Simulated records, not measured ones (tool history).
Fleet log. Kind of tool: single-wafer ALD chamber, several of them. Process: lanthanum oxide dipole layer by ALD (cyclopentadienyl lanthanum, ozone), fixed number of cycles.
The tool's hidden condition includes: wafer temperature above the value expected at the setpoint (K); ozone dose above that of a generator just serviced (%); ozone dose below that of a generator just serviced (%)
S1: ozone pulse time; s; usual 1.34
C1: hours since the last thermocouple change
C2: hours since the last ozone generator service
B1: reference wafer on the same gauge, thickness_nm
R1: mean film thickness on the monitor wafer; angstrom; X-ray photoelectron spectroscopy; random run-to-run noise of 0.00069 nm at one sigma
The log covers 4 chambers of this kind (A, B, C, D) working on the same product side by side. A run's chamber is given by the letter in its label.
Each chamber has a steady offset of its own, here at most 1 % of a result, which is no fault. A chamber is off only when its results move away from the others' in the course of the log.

{"run": "1A", "hour": 12.9, "S1": 1.34, "C1": 688.2, "C2": 129.7, "B1": 0.44689, "R1": 5.356}
{"run": "2C", "hour": 24.5, "S1": 1.34, "C1": 826.5, "C2": 159.6, "B1": 0.4468, "R1": 5.3907}
{"run": "3B", "hour": 40.3, "S1": 1.34, "C1": 251.3, "C2": 1388.8, "B1": 0.44667, "R1": 5.434}
{"run": "4D", "hour": 51.6, "S1": 1.34, "C1": 246.9, "C2": 654.9, "B1": 0.44656, "R1": 5.3913}
{"run": "5B", "hour": 66.1, "S1": 1.34, "C1": 277.1, "C2": 1414.6, "B1": 0.44659, "R1": 5.4315}
{"run": "6D", "hour": 73.3, "S1": 1.34, "C1": 268.6, "C2": 676.6, "B1": 0.4464, "R1": 5.4032}
{"run": "7A", "hour": 87.5, "S1": 1.17, "C1": 762.8, "C2": 204.3, "B1": 0.44644, "R1": 5.1796}
{"run": "8C", "hour": 96.2, "S1": 1.17, "C1": 898.2, "C2": 231.3, "B1": 0.44626, "R1": 5.2267}
{"hour": 107.1, "done": "chamber B: ozone generator serviced"}
{"run": "9A", "hour": 108.3, "S1": 1.17, "C1": 783.6, "C2": 225.1, "B1": 0.44621, "R1": 5.1828}
{"run": "10C", "hour": 118.9, "S1": 1.17, "C1": 920.9, "C2": 254, "B1": 0.44615, "R1": 5.2292}
{"run": "11B", "hour": 132.3, "S1": 1.34, "C1": 343.3, "C2": 25.3, "B1": 0.44618, "R1": 5.4394}
{"run": "12D", "hour": 146.3, "S1": 1.06, "C1": 341.6, "C2": 749.6, "B1": 0.44609, "R1": 5.0981}
{"run": "13A", "hour": 160.6, "S1": 1.06, "C1": 835.9, "C2": 277.4, "B1": 0.44594, "R1": 5.0561}
{"run": "14C", "hour": 175.8, "S1": 1.06, "C1": 977.8, "C2": 310.9, "B1": 0.44581, "R1": 5.0943}
{"run": "15B", "hour": 190.0, "S1": 1.06, "C1": 401, "C2": 83, "B1": 0.44558, "R1": 5.1284}
{"run": "16D", "hour": 205.8, "S1": 1.34, "C1": 401.1, "C2": 809.1, "B1": 0.44557, "R1": 5.3913}
{"run": "17A", "hour": 218.2, "S1": 1.34, "C1": 893.5, "C2": 335, "B1": 0.44538, "R1": 5.3253}
{"run": "18B", "hour": 231.3, "S1": 1.34, "C1": 442.3, "C2": 124.3, "B1": 0.44552, "R1": 5.4243}
{"run": "19D", "hour": 242.7, "S1": 1.34, "C1": 438, "C2": 846, "B1": 0.44544, "R1": 5.3719}
{"run": "20C", "hour": 256.0, "S1": 1.34, "C1": 1058, "C2": 391.1, "B1": 0.44534, "R1": 5.3757}
{"run": "21B", "hour": 265.6, "S1": 1.34, "C1": 476.6, "C2": 158.6, "B1": 0.4453, "R1": 5.4236}
{"run": "22D", "hour": 278.3, "S1": 1.34, "C1": 473.6, "C2": 881.6, "B1": 0.44511, "R1": 5.383}
{"run": "23A", "hour": 285.9, "S1": 1.34, "C1": 961.2, "C2": 402.7, "B1": 0.44516, "R1": 5.3295}
{"run": "24C", "hour": 295.8, "S1": 1.34, "C1": 1097.8, "C2": 430.9, "B1": 0.44501, "R1": 5.3677}
{"run": "25C", "hour": 307.8, "S1": 0.91, "C1": 1109.8, "C2": 442.9, "B1": 0.44483, "R1": 4.8439}
{"run": "26D", "hour": 321.8, "S1": 0.91, "C1": 517.1, "C2": 925.1, "B1": 0.44485, "R1": 4.8311}
{"run": "27B", "hour": 330.5, "S1": 0.91, "C1": 541.5, "C2": 223.5, "B1": 0.44484, "R1": 4.8869}
{"run": "28A", "hour": 345.8, "S1": 0.91, "C1": 1021.1, "C2": 462.6, "B1": 0.44444, "R1": 4.809}

Next, all 4 chambers run the settings below, one line each with question marks for the results. What does each chamber give?
{"run": "29A", "hour": 357.5, "S1": 1.34, "R1": "?"}
{"run": "29B", "hour": 357.5, "S1": 1.34, "R1": "?"}
{"run": "29C", "hour": 357.5, "S1": 1.34, "R1": "?"}
{"run": "29D", "hour": 357.5, "S1": 1.34, "R1": "?"}

run=29A R1=5.3315
run=29B R1=5.4096
run=29C R1=5.3699
run=29D R1=5.3626

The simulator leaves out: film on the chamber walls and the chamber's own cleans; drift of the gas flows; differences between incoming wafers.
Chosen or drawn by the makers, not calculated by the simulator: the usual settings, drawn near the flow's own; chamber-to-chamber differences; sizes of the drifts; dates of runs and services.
